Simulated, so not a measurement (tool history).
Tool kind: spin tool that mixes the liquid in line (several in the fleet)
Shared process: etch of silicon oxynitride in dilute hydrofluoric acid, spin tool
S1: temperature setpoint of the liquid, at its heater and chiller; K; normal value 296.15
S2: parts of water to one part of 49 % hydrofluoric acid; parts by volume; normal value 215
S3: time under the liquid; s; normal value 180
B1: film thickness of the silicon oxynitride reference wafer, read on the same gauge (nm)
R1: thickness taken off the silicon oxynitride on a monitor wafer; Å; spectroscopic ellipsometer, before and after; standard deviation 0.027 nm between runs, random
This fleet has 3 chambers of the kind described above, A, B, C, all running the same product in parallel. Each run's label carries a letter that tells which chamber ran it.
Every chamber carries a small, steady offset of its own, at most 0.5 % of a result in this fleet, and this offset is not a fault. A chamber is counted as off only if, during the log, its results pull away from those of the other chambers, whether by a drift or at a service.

run   hour      S1   S2   S3      B1      R1
 1A    3.6  296.15  215  180  109.99  12.398
 2B    6.9  296.15  215  180  110.03  12.425
 3C   13.7  296.15  215  180  109.99  12.285
 4A   18.2  296.15  215  180  110.04  12.503
 5C   25.5  296.15  215  180  109.98   12.33
 6B   31.4  296.15  215  180  109.96  12.855
 7C   34.9  296.15  215  180  110.01  12.497
 8B   38.8  296.15  175   95  110.02  8.2429
 9A   42.7  296.15  175   95  110.03  7.9865
10A   47.8  296.15  175   95  110.01  8.6015
11C   52.4  296.15  215  180  110.01  12.477
12B   59.6  291.65  130  180  109.97  17.215
13A   63.8  291.65  130  180     110  18.008
14C     70  291.65  130  180     110  18.072
15B   76.3  291.65  130  180  109.99  17.502
16A   82.6  291.65  130  180  110.02  17.632
17C     89  291.65  130  180     110  18.045
18B   93.3  296.15  215  180  110.03  12.369
19C   97.3  296.15  215  180  109.98  13.013
20A  101.8  296.15  215  180  110.03  12.575
21B  107.6  292.65  165  180  109.97  14.197
22C  112.6  292.65  165  180  109.98  14.626
23A  115.8  292.65  165  180     110  14.635
24B  123.1  296.15  215  180  110.02  12.241
25C  130.2  296.15  215  180     110  12.616
26A  135.2  296.15  215  180  109.99  12.544
27B  138.8  296.15  215  180  109.99  12.481
28C  143.4  296.15  260  180  109.94  9.6272

One chamber off, gauge drift, or nothing amiss beyond the chambers' own small offsets? If it is a chamber, which one, and what is the likeliest cause?

The fleet is healthy, with each chamber sitting at its usual small offset and no drift in the gauge.
